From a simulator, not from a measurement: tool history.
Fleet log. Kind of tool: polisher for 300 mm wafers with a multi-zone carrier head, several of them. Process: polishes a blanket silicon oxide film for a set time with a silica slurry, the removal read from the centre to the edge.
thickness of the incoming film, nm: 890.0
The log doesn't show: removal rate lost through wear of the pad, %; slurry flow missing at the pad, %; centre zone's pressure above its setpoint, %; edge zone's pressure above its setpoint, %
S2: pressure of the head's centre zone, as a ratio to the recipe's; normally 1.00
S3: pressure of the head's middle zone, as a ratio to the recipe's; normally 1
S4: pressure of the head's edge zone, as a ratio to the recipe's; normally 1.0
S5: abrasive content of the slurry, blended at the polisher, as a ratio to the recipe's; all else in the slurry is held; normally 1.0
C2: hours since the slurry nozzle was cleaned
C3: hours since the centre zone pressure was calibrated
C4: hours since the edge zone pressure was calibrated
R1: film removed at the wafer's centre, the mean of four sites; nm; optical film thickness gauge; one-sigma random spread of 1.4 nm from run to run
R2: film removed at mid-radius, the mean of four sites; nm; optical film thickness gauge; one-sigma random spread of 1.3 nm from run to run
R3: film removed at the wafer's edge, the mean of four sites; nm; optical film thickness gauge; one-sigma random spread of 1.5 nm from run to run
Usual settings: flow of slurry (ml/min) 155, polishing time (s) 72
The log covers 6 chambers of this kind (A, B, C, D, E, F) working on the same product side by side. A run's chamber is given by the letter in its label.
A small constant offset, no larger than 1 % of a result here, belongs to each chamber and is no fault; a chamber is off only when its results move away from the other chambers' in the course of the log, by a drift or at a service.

{"run": "1E", "day": 0.167, "flow of slurry (ml/min)": 155, "S2": 1.0, "S3": 1, "S4": 1.0, "S5": 1.0, "polishing time (s)": 72, "wafers polished on this pad": 133, "C2": 273.8, "C3": 47.0, "C4": 979.8, "R1": 192.08, "R2": 191.67, "R3": 192.05}
{"run": "2B", "day": 0.317, "flow of slurry (ml/min)": 155, "S2": 1.0, "S3": 1, "S4": 1.0, "S5": 1.0, "polishing time (s)": 72, "wafers polished on this pad": 207, "C2": 125.2, "C3": 561.7, "C4": 60.6, "R1": 191.59, "R2": 192.43, "R3": 193.52}
{"day": 0.392, "done": "chamber E: slurry nozzle cleaned"}
{"run": "3F", "day": 0.417, "flow of slurry (ml/min)": 155, "S2": 1.0, "S3": 1, "S4": 1.0, "S5": 1.0, "polishing time (s)": 72, "wafers polished on this pad": 368, "C2": 13.1, "C3": 161.4, "C4": 1131.4, "R1": 192.68, "R2": 193.57, "R3": 193.53}
{"run": "4D", "day": 0.512, "flow of slurry (ml/min)": 155, "S2": 1.0, "S3": 1, "S4": 1.0, "S5": 1.0, "polishing time (s)": 72, "wafers polished on this pad": 185, "C2": 45.4, "C3": 697.1, "C4": 725.5, "R1": 192.46, "R2": 190.49, "R3": 192.92}
{"day": 0.517, "done": "chamber A: slurry nozzle cleaned"}
{"day": 0.642, "done": "chamber C: worn pad replaced by a new one"}
{"run": "5C", "day": 0.721, "flow of slurry (ml/min)": 155, "S2": 1.0, "S3": 1, "S4": 1.0, "S5": 1.0, "polishing time (s)": 72, "wafers polished on this pad": 20, "C2": 541.7, "C3": 558.9, "C4": 563.1, "R1": 191.9, "R2": 192.84, "R3": 190.01}
{"run": "6A", "day": 0.829, "flow of slurry (ml/min)": 155, "S2": 0.94, "S3": 1, "S4": 1.0, "S5": 1.0, "polishing time (s)": 96, "wafers polished on this pad": 1103, "C2": 7.6, "C3": 963.4, "C4": 637.7, "R1": 240.17, "R2": 256.64, "R3": 255.91}
{"run": "7C", "day": 0.958, "flow of slurry (ml/min)": 155, "S2": 0.94, "S3": 1, "S4": 1.0, "S5": 1.0, "polishing time (s)": 96, "wafers polished on this pad": 79, "C2": 547.4, "C3": 564.6, "C4": 568.8, "R1": 238.94, "R2": 256.77, "R3": 256.09}
{"run": "8D", "day": 1.146, "flow of slurry (ml/min)": 155, "S2": 0.94, "S3": 1, "S4": 1.0, "S5": 1.0, "polishing time (s)": 96, "wafers polished on this pad": 342, "C2": 60.6, "C3": 712.3, "C4": 740.7, "R1": 242.63, "R2": 256.65, "R3": 254.2}
{"run": "9E", "day": 1.338, "flow of slurry (ml/min)": 155, "S2": 0.94, "S3": 1, "S4": 1.0, "S5": 1.0, "polishing time (s)": 96, "wafers polished on this pad": 425, "C2": 22.7, "C3": 75.1, "C4": 1007.9, "R1": 237.93, "R2": 257.63, "R3": 254.3}
{"run": "10A", "day": 1.488, "flow of slurry (ml/min)": 155, "S2": 0.94, "S3": 1, "S4": 1.0, "S5": 1.0, "polishing time (s)": 96, "wafers polished on this pad": 1267, "C2": 23.4, "C3": 979.2, "C4": 653.5, "R1": 239.61, "R2": 260.45, "R3": 256.96}
{"run": "11B", "day": 1.604, "flow of slurry (ml/min)": 155, "S2": 0.94, "S3": 1, "S4": 1.0, "S5": 1.0, "polishing time (s)": 96, "wafers polished on this pad": 528, "C2": 156.1, "C3": 592.6, "C4": 91.5, "R1": 238.38, "R2": 257.37, "R3": 256.1}
{"day": 1.621, "done": "chamber C: slurry nozzle cleaned"}
{"run": "12F", "day": 1.7, "flow of slurry (ml/min)": 155, "S2": 1.0, "S3": 1, "S4": 1.0, "S5": 1.0, "polishing time (s)": 72, "wafers polished on this pad": 688, "C2": 43.9, "C3": 192.2, "C4": 1162.2, "R1": 189.57, "R2": 194.47, "R3": 191.82}
{"run": "13E", "day": 1.821, "flow of slurry (ml/min)": 155, "S2": 1.0, "S3": 1, "S4": 1.0, "S5": 1.0, "polishing time (s)": 72, "wafers polished on this pad": 545, "C2": 34.3, "C3": 86.7, "C4": 1019.5, "R1": 193.2, "R2": 190.9, "R3": 189.7}
{"run": "14A", "day": 1.988, "flow of slurry (ml/min)": 155, "S2": 1.11, "S3": 1, "S4": 1.0, "S5": 0.8, "polishing time (s)": 72, "wafers polished on this pad": 1391, "C2": 35.4, "C3": 991.2, "C4": 665.5, "R1": 195.87, "R2": 173.33, "R3": 171.06}
{"day": 2.038, "done": "chamber A: worn pad replaced by a new one"}
{"run": "15D", "day": 2.117, "flow of slurry (ml/min)": 155, "S2": 1.11, "S3": 1, "S4": 1.0, "S5": 0.8, "polishing time (s)": 72, "wafers polished on this pad": 584, "C2": 83.9, "C3": 735.6, "C4": 764.0, "R1": 190.23, "R2": 169.35, "R3": 170.81}
{"day": 2.175, "done": "chamber B: worn pad replaced by a new one"}
{"run": "16B", "day": 2.283, "flow of slurry (ml/min)": 155, "S2": 1.11, "S3": 1, "S4": 1.0, "S5": 0.8, "polishing time (s)": 72, "wafers polished on this pad": 27, "C2": 172.4, "C3": 608.9, "C4": 107.8, "R1": 196.15, "R2": 172.44, "R3": 173.8}
{"run": "17F", "day": 2.375, "flow of slurry (ml/min)": 155, "S2": 1.11, "S3": 1, "S4": 1.0, "S5": 0.8, "polishing time (s)": 72, "wafers polished on this pad": 857, "C2": 60.1, "C3": 208.4, "C4": 1178.4, "R1": 191.24, "R2": 173.38, "R3": 169.3}
{"day": 2.4, "done": "chamber D: worn pad replaced by a new one"}
{"run": "18C", "day": 2.512, "flow of slurry (ml/min)": 155, "S2": 1.11, "S3": 1, "S4": 1.0, "S5": 0.8, "polishing time (s)": 72, "wafers polished on this pad": 467, "C2": 21.4, "C3": 601.9, "C4": 606.1, "R1": 190.34, "R2": 173.35, "R3": 170.75}
{"run": "19A", "day": 2.717, "flow of slurry (ml/min)": 155, "S2": 1.11, "S3": 1, "S4": 1.0, "S5": 0.8, "polishing time (s)": 72, "wafers polished on this pad": 170, "C2": 52.9, "C3": 1008.7, "C4": 683.0, "R1": 196.91, "R2": 174.39, "R3": 174.36}
{"run": "20D", "day": 2.85, "flow of slurry (ml/min)": 155, "S2": 1.0, "S3": 1, "S4": 1.0, "S5": 1.0, "polishing time (s)": 72, "wafers polished on this pad": 112, "C2": 101.5, "C3": 753.2, "C4": 781.6, "R1": 192.52, "R2": 191.1, "R3": 192.74}
{"day": 2.958, "done": "chamber E: worn pad replaced by a new one"}
{"run": "21F", "day": 3.05, "flow of slurry (ml/min)": 155, "S2": 1.08, "S3": 1, "S4": 1.0, "S5": 1.0, "polishing time (s)": 72, "wafers polished on this pad": 1025, "C2": 76.3, "C3": 224.6, "C4": 1194.6, "R1": 209.68, "R2": 195.24, "R3": 190.23}
{"run": "22E", "day": 3.233, "flow of slurry (ml/min)": 155, "S2": 1.08, "S3": 1, "S4": 1.0, "S5": 1.0, "polishing time (s)": 72, "wafers polished on this pad": 68, "C2": 68.2, "C3": 120.6, "C4": 1053.4, "R1": 208.62, "R2": 190.22, "R3": 192.02}
{"day": 3.271, "done": "chamber D: centre zone pressure recalibrated"}
{"run": "23B", "day": 3.425, "flow of slurry (ml/min)": 155, "S2": 1.08, "S3": 1, "S4": 1.0, "S5": 1.0, "polishing time (s)": 72, "wafers polished on this pad": 312, "C2": 199.8, "C3": 636.3, "C4": 135.2, "R1": 210.83, "R2": 193.25, "R3": 192.16}
{"run": "24C", "day": 3.612, "flow of slurry (ml/min)": 155, "S2": 1.08, "S3": 1, "S4": 1.0, "S5": 1.0, "polishing time (s)": 72, "wafers polished on this pad": 741, "C2": 47.8, "C3": 628.3, "C4": 632.5, "R1": 207.61, "R2": 189.89, "R3": 192.63}
{"run": "25C", "day": 3.808, "flow of slurry (ml/min)": 155, "S2": 1.08, "S3": 1, "S4": 1.0, "S5": 1.0, "polishing time (s)": 72, "wafers polished on this pad": 790, "C2": 52.5, "C3": 633.0, "C4": 637.2, "R1": 206.51, "R2": 189.6, "R3": 192.81}
{"run": "26E", "day": 3.967, "flow of slurry (ml/min)": 155, "S2": 1.08, "S3": 1, "S4": 1.0, "S5": 1.0, "polishing time (s)": 72, "wafers polished on this pad": 251, "C2": 85.8, "C3": 138.2, "C4": 1071.0, "R1": 208.84, "R2": 190.5, "R3": 189.37}
{"run": "27F", "day": 4.175, "flow of slurry (ml/min)": 155, "S2": 1.0, "S3": 1, "S4": 1.0, "S5": 1.0, "polishing time (s)": 72, "wafers polished on this pad": 1305, "C2": 103.3, "C3": 251.6, "C4": 1221.6, "R1": 191.37, "R2": 192.17, "R3": 192.85}
{"day": 4.179, "done": "chamber C: worn pad replaced by a new one"}
{"run": "28D", "day": 4.362, "flow of slurry (ml/min)": 155, "S2": 1.0, "S3": 1, "S4": 1.0, "S5": 1.0, "polishing time (s)": 72, "wafers polished on this pad": 489, "C2": 137.8, "C3": 26.3, "C4": 817.9, "R1": 207.58, "R2": 192.57, "R3": 191.59}
{"run": "29B", "day": 4.512, "flow of slurry (ml/min)": 155, "S2": 1.0, "S3": 1, "S4": 1.0, "S5": 1.0, "polishing time (s)": 72, "wafers polished on this pad": 583, "C2": 225.9, "C3": 662.4, "C4": 161.3, "R1": 189.81, "R2": 191.09, "R3": 189.21}
{"run": "30A", "day": 4.612, "flow of slurry (ml/min)": 155, "S2": 1.0, "S3": 1, "S4": 1.0, "S5": 1.0, "polishing time (s)": 72, "wafers polished on this pad": 642, "C2": 98.4, "C3": 1054.2, "C4": 728.5, "R1": 193.4, "R2": 192.57, "R3": 194.07}
{"day": 4.738, "done": "chamber D: worn pad replaced by a new one"}
{"run": "31F", "day": 4.742, "flow of slurry (ml/min)": 155, "S2": 1.0, "S3": 1, "S4": 1.0, "S5": 1.0, "polishing time (s)": 72, "wafers polished on this pad": 1446, "C2": 116.9, "C3": 265.2, "C4": 1235.2, "R1": 191.5, "R2": 191.44, "R3": 193.57}
{"run": "32B", "day": 4.896, "flow of slurry (ml/min)": 155, "S2": 1.0, "S3": 1, "S4": 1.0, "S5": 1.0, "polishing time (s)": 72, "wafers polished on this pad": 678, "C2": 235.1, "C3": 671.6, "C4": 170.5, "R1": 193.18, "R2": 192.24, "R3": 193.57}
{"run": "33A", "day": 5.088, "flow of slurry (ml/min)": 155, "S2": 1.0, "S3": 1, "S4": 1.0, "S5": 1.0, "polishing time (s)": 72, "wafers polished on this pad": 761, "C2": 109.8, "C3": 1065.6, "C4": 739.9, "R1": 193.2, "R2": 194.24, "R3": 192.55}
{"day": 5.125, "done": "chamber A: edge zone pressure recalibrated"}
{"run": "34C", "day": 5.242, "flow of slurry (ml/min)": 155, "S2": 1.0, "S3": 1, "S4": 1.0, "S5": 1.0, "polishing time (s)": 72, "wafers polished on this pad": 265, "C2": 86.9, "C3": 667.4, "C4": 671.6, "R1": 189.23, "R2": 193.06, "R3": 192.86}
{"run": "35D", "day": 5.442, "flow of slurry (ml/min)": 155, "S2": 1.0, "S3": 1, "S4": 1.0, "S5": 1.0, "polishing time (s)": 72, "wafers polished on this pad": 175, "C2": 163.7, "C3": 52.2, "C4": 843.8, "R1": 207.18, "R2": 191.98, "R3": 194.07}
{"run": "36E", "day": 5.567, "flow of slurry (ml/min)": 155, "S2": 1.07, "S3": 1, "S4": 1.1, "S5": 1.0, "polishing time (s)": 72, "wafers polished on this pad": 650, "C2": 124.2, "C3": 176.6, "C4": 1109.4, "R1": 205.7, "R2": 190.84, "R3": 198.67}
{"day": 5.608, "done": "chamber B: worn pad replaced by a new one"}
{"run": "37E", "day": 5.688, "flow of slurry (ml/min)": 155, "S2": 1.07, "S3": 1, "S4": 1.1, "S5": 1.0, "polishing time (s)": 72, "wafers polished on this pad": 680, "C2": 127.1, "C3": 179.5, "C4": 1112.3, "R1": 205.02, "R2": 190.87, "R3": 203.72}
{"run": "38A", "day": 5.892, "flow of slurry (ml/min)": 155, "S2": 1.07, "S3": 1, "S4": 1.1, "S5": 1.0, "polishing time (s)": 72, "wafers polished on this pad": 961, "C2": 129.1, "C3": 1084.9, "C4": 18.5, "R1": 207.36, "R2": 193.74, "R3": 202.78}
{"run": "39C", "day": 5.992, "flow of slurry (ml/min)": 155, "S2": 1.07, "S3": 1, "S4": 1.1, "S5": 1.0, "polishing time (s)": 72, "wafers polished on this pad": 451, "C2": 104.9, "C3": 685.4, "C4": 689.6, "R1": 204.31, "R2": 189.2, "R3": 200.97}
{"run": "40B", "day": 6.133, "flow of slurry (ml/min)": 155, "S2": 1.07, "S3": 1, "S4": 1.1, "S5": 1.0, "polishing time (s)": 72, "wafers polished on this pad": 131, "C2": 264.8, "C3": 701.3, "C4": 200.2, "R1": 207.36, "R2": 189.98, "R3": 200.95}

Next, every chamber runs the same settings. What will each give?
{"run": "41A", "day": 6.283, "flow of slurry (ml/min)": 155, "S2": 1.0, "S3": 1, "S4": 1.0, "S5": 1.2, "polishing time (s)": 72, "R1": "?", "R2": "?", "R3": "?"}
{"run": "41B", "day": 6.283, "flow of slurry (ml/min)": 155, "S2": 1.0, "S3": 1, "S4": 1.0, "S5": 1.2, "polishing time (s)": 72, "R1": "?", "R2": "?", "R3": "?"}
{"run": "41C", "day": 6.283, "flow of slurry (ml/min)": 155, "S2": 1.0, "S3": 1, "S4": 1.0, "S5": 1.2, "polishing time (s)": 72, "R1": "?", "R2": "?", "R3": "?"}
{"run": "41D", "day": 6.283, "flow of slurry (ml/min)": 155, "S2": 1.0, "S3": 1, "S4": 1.0, "S5": 1.2, "polishing time (s)": 72, "R1": "?", "R2": "?", "R3": "?"}
{"run": "41E", "day": 6.283, "flow of slurry (ml/min)": 155, "S2": 1.0, "S3": 1, "S4": 1.0, "S5": 1.2, "polishing time (s)": 72, "R1": "?", "R2": "?", "R3": "?"}
{"run": "41F", "day": 6.283, "flow of slurry (ml/min)": 155, "S2": 1.0, "S3": 1, "S4": 1.0, "S5": 1.2, "polishing time (s)": 72, "R1": "?", "R2": "?", "R3": "?"}

run=41A R1=207.23 R2=208.87 R3=208.23
run=41B R1=208.62 R2=205.89 R3=207.08
run=41C R1=204.26 R2=205.50 R3=206.71
run=41D R1=224.42 R2=205.90 R3=205.41
run=41E R1=204.97 R2=208.80 R3=206.22
run=41F R1=211.19 R2=210.56 R3=207.03
